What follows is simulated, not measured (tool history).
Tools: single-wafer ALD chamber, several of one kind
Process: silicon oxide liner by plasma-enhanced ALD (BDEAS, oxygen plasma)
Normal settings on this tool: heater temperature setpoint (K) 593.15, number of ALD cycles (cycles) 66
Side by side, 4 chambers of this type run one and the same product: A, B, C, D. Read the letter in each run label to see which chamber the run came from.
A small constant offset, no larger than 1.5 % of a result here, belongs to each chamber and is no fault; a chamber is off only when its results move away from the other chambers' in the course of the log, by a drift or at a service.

run	hour	heater temperature setpoint (K)	number of ALD cycles (cycles)	read-back reference wafer on the same gauge, thickness_nm	mean film thickness on the monitor wafer (Å)
1D	9.5	593.15	66	5.0494	59.83
2B	21	593.15	66	5.0475	58.897
3C	33.8	593.15	66	5.0466	59.017
4A	44	593.15	66	5.0436	59.296
5B	55.7	593.15	66	5.0421	58.797
6D	63.2	593.15	66	5.0431	59.552
7A	71.7	593.15	66	5.0409	58.979
8C	80.1	593.15	66	5.0384	58.987
9A	93.9	593.15	66	5.0372	59.108
10C	105.7	593.15	66	5.034	58.972
11D	114.9	581.15	57	5.0322	52.095
12B	125.4	581.15	57	5.0332	51.728
13D	134.6	581.15	57	5.0308	52.345
14B	148.6	581.15	57	5.0276	51.487
15C	160.3	593.15	75	5.0292	66.947
16A	167	593.15	75	5.0265	66.839
17B	175.1	593.15	75	5.0255	66.64
18A	185.6	593.15	75	5.0238	67.064
19D	192.4	593.15	66	5.0229	59.343
20C	202	584.15	62	5.0234	55.976
21A	208.4	584.15	62	5.0221	56.028
22D	215.9	584.15	62	5.0207	56.624
23B	227.8	584.15	62	5.0173	55.662
24C	236.8	593.15	71	5.0177	62.845
25B	245.7	593.15	71	5.015	62.988
26A	256.9	593.15	71	5.0155	63.217

Is one chamber off against the others, does the gauge drift, or is nothing wrong? If a chamber is off, say which, and what the likeliest cause is.

It is the gauge, not a chamber: its drift shows up in every chamber's results at once, and no chamber is off.
Cause: gauge reads low (%) = 0.717.

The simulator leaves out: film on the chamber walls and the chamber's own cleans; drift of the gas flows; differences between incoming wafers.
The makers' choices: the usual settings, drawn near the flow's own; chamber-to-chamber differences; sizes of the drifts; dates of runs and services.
